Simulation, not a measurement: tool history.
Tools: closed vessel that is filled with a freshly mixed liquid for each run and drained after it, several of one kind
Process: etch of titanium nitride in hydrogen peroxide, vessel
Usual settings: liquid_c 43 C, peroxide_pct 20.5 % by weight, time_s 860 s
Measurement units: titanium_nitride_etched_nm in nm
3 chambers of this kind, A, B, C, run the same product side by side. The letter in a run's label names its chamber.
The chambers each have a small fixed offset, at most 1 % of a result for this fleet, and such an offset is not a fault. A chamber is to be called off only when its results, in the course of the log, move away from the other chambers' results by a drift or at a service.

run,hour,liquid_c,peroxide_pct,time_s,"read-back film thickness of the titanium nitride reference wafer, read on the same gauge (nm)",titanium_nitride_etched_nm
1A,15.6,43,20.5,860,59.983,22.335
2B,28.5,43,20.5,860,59.978,22.407
3C,39,43,20.5,860,60.019,22.387
4C,53.4,43,20.5,860,60.012,22.557
5B,66.4,43,20.5,860,59.969,22.701
6A,77.9,43,20.5,860,60.011,22.337
7A,91,43,20.5,375,59.988,9.7771
8B,104.8,43,20.5,375,59.993,9.8235
9C,119.3,43,20.5,375,59.98,9.8037
10C,129.1,43,20.5,860,59.99,22.305
11B,141.4,43,20.5,860,59.99,22.592
# hour 146.5: chamber C: new drum of peroxide connected
12A,152.8,43,15.5,860,59.987,21.249
13A,162.9,43,15.5,860,60.008,21.228
14B,174,43,15.5,860,59.987,21.561
15C,184.4,43,20.5,860,60,22.752
16A,197.4,43,20.5,860,59.981,22.715
17C,207.3,43,20.5,860,60.002,22.678
# hour 217.4: chamber A: thermometer replaced
18B,222,43,20.5,860,59.989,22.569
19C,229.3,38.5,20.5,860,60.005,16.008
20A,238.2,38.5,20.5,860,60.006,15.798
21B,252.7,38.5,20.5,860,59.988,15.991
# hour 254.2: chamber A: new drum of peroxide connected
22C,262.6,43,20.5,860,60.011,22.812
23B,274.1,43,20.5,860,60.008,22.665
24A,282.2,43,20.5,365,60.004,9.5393
25B,292.5,43,20.5,365,60.007,9.5925
26C,305.8,43,20.5,365,60.02,9.6775
27A,321.7,43,20.5,860,60.005,22.507
28B,337.4,43,20.5,860,60.001,22.73
29C,344.6,43,20.5,860,60.014,23.054
30A,357.2,43,20.5,860,59.992,22.483
# hour 362.4: chamber B: new drum of peroxide connected
31B,371.5,43,20.5,860,59.989,22.607
32A,378.9,43,20.5,860,60.008,22.343
# hour 382.9: chamber B: thermometer replaced
33C,390.2,43,20.5,860,60.026,23.07
34A,405.9,43,20.5,860,59.998,22.076
35B,412.9,43,20.5,860,60.005,22.81
36C,422.5,43,20.5,860,59.994,23.14
37C,429.9,43,20.5,860,60.025,23.581
38B,441.8,43,20.5,860,60,22.888
39A,453.9,48,18,860,60.001,31.665
40B,464.5,48,18,860,60.014,32.196
41A,472.6,48,18,860,60.001,31.531
42C,480.8,43,20.5,860,60.02,23.469
43A,489.4,43,20.5,860,60,22.377
44C,500.1,43,20.5,860,59.993,23.492

Does one chamber stand apart from the rest, does the shared gauge drift, or is all well apart from small per-chamber offsets? Give the chamber and the most likely cause, where there is one.

Little by little, chamber C moves away from the other chambers.
Most likely cause: liquid hotter than its thermometer reads (K) = 0.664.

Chamber C could run next with any of the 4 candidate recipes listed below; each alters the usual settings, and their results appear as question marks. Which one brings its results back in line with what the other chambers deliver on the usual settings?
Maximum distance from the other chambers' mean on the usual settings for a result to count as in line: titanium_nitride_etched_nm 0.4 nm
45C-1,511.6,43,20.5,940,,?
45C-2,511.6,42.5,20.5,850,,?
45C-3,511.6,43.5,20.5,870,,?
45C-4,511.6,43,13,860,,?

Other chambers, usual settings, mean: titanium_nitride_etched_nm 22.538 nm
run,titanium_nitride_etched_nm
45C-1,25.691
45C-2,22.373
45C-3,24.687
45C-4,21.307
Change 45C-2 lands the chamber within the allowed miss of the other chambers.
